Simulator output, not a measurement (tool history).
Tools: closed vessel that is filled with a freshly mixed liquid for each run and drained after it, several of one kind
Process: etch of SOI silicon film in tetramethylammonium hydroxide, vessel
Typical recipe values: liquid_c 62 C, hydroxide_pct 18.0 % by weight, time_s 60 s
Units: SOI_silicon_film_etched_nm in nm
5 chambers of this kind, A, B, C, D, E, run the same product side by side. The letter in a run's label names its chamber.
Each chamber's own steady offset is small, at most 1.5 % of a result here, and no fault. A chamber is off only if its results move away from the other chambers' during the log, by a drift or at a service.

| run | hour | liquid_c | hydroxide_pct | time_s | hours since the thermometer was replaced | hours since the hydroxide flow meter was replaced | read-back film thickness of the SOI silicon film reference wafer, read on the same gauge (nm) | SOI_silicon_film_etched_nm |
|---|---|---|---|---|---|---|---|---|
| 1E | 14.8 | 62 | 18.0 | 60 | 216.1 | 870.0 | 50.002 | 208.90 |
| 2A | 27.1 | 62 | 18.0 | 60 | 1196.4 | 291.6 | 49.990 | 211.93 |
| 3D | 37.3 | 62 | 18.0 | 60 | 2464.2 | 1183.1 | 49.997 | 210.49 |
|  | 43.8 | chamber D: thermometer replaced |
| 4B | 49.1 | 62 | 18.0 | 60 | 939.1 | 1082.9 | 49.994 | 209.08 |
| 5C | 63.3 | 62 | 18.0 | 60 | 437.7 | 257.5 | 50.007 | 206.39 |
| 6A | 77.0 | 62 | 18.0 | 60 | 1246.3 | 341.5 | 49.991 | 208.95 |
| 7D | 84.1 | 62 | 18.0 | 60 | 40.3 | 1229.9 | 49.999 | 209.13 |
| 8C | 97.2 | 62 | 18.0 | 60 | 471.6 | 291.4 | 50.006 | 203.39 |
| 9E | 105.3 | 62 | 18.0 | 60 | 306.6 | 960.5 | 50.002 | 208.06 |
| 10B | 118.7 | 62 | 18.0 | 60 | 1008.7 | 1152.5 | 49.997 | 207.61 |
| 11C | 130.7 | 62 | 18.0 | 60 | 505.1 | 324.9 | 50.007 | 205.69 |
| 12E | 140.8 | 62 | 18.0 | 60 | 342.1 | 996.0 | 49.989 | 208.42 |
| 13B | 148.0 | 62 | 18.0 | 60 | 1038.0 | 1181.8 | 50.002 | 204.13 |
|  | 149.4 | chamber A: hydroxide flow meter replaced |
| 14A | 163.2 | 62 | 18.0 | 60 | 1332.5 | 13.8 | 49.984 | 210.38 |
|  | 170.3 | chamber E: hydroxide flow meter replaced |
| 15D | 172.1 | 62 | 18.0 | 60 | 128.3 | 1317.9 | 49.993 | 212.95 |
| 16B | 185.6 | 62 | 18.0 | 60 | 1075.6 | 1219.4 | 50.003 | 204.55 |
| 17C | 198.2 | 57 | 18.0 | 60 | 572.6 | 392.4 | 50.001 | 149.59 |
| 18D | 207.6 | 57 | 18.0 | 60 | 163.8 | 1353.4 | 49.990 | 154.15 |
| 19A | 222.3 | 57 | 18.0 | 60 | 1391.6 | 72.9 | 49.990 | 154.03 |
| 20E | 232.3 | 57 | 18.0 | 60 | 433.6 | 62.0 | 50.004 | 152.12 |
| 21B | 240.9 | 57 | 18.0 | 60 | 1130.9 | 1274.7 | 50.002 | 146.82 |
| 22E | 253.9 | 62 | 18.0 | 60 | 455.2 | 83.6 | 50.004 | 206.46 |
| 23C | 267.9 | 68 | 18.0 | 35 | 642.3 | 462.1 | 50.005 | 174.24 |
| 24A | 281.7 | 68 | 18.0 | 35 | 1451.0 | 132.3 | 49.995 | 176.12 |
| 25D | 288.9 | 68 | 18.0 | 35 | 245.1 | 1434.7 | 50.012 | 175.20 |
| 26E | 296.5 | 68 | 18.0 | 35 | 497.8 | 126.2 | 49.999 | 174.39 |
| 27A | 307.2 | 68 | 18.0 | 35 | 1476.5 | 157.8 | 50.016 | 175.50 |
| 28C | 315.2 | 62 | 18.0 | 60 | 689.6 | 509.4 | 50.014 | 206.92 |
| 29D | 327.5 | 62 | 18.0 | 60 | 283.7 | 1473.3 | 50.016 | 210.78 |
|  | 330.4 | chamber C: hydroxide flow meter replaced |
| 30B | 336.1 | 68 | 21.5 | 60 | 1226.1 | 1369.9 | 49.998 | 264.36 |
| 31A | 346.0 | 68 | 21.5 | 60 | 1515.3 | 196.6 | 50.030 | 275.94 |
| 32C | 352.6 | 68 | 21.5 | 60 | 727.0 | 22.3 | 50.026 | 270.73 |
| 33E | 359.9 | 68 | 21.5 | 60 | 561.2 | 189.6 | 49.998 | 274.84 |
| 34B | 369.7 | 68 | 21.5 | 60 | 1259.7 | 1403.5 | 49.992 | 265.60 |
| 35D | 378.2 | 62 | 18.0 | 60 | 334.4 | 1524.0 | 49.995 | 211.40 |
| 36C | 387.5 | 62 | 18.0 | 60 | 761.9 | 57.2 | 50.005 | 205.63 |

Does one chamber stand apart from the rest, does the shared gauge drift, or is all well apart from small per-chamber offsets? Give the chamber and the most likely cause, where there is one.

One chamber, B, drifts off from the rest bit by bit.
What lies behind it: liquid colder than its thermometer reads (K) = 1.05.

Below are 4 candidate recipes for chamber B's next run, each the usual settings with a change, their results shown as question marks. Which of them brings B's results back in line with what the other chambers give on the usual settings?
A result is in line if it is within this distance of the other chambers' mean on the usual settings: SOI_silicon_film_etched_nm 5.50 nm
| 37B-1 | 398.4 | 63.0 | 18.0 | 60 |  |  |  | ? |
| 37B-2 | 398.4 | 64.0 | 18.0 | 60 |  |  |  | ? |
| 37B-3 | 398.4 | 61.0 | 18.0 | 60 |  |  |  | ? |
| 37B-4 | 398.4 | 61.5 | 18.0 | 55 |  |  |  | ? |

Mean of the other chambers on the usual settings: SOI_silicon_film_etched_nm 209.14 nm
| run | SOI_silicon_film_etched_nm |
|---|---|
| 37B-1 | 207.91 |
| 37B-2 | 221.34 |
| 37B-3 | 183.34 |
| 37B-4 | 173.49 |
The right change is 37B-1: it brings the chamber back within the allowed miss of the others.
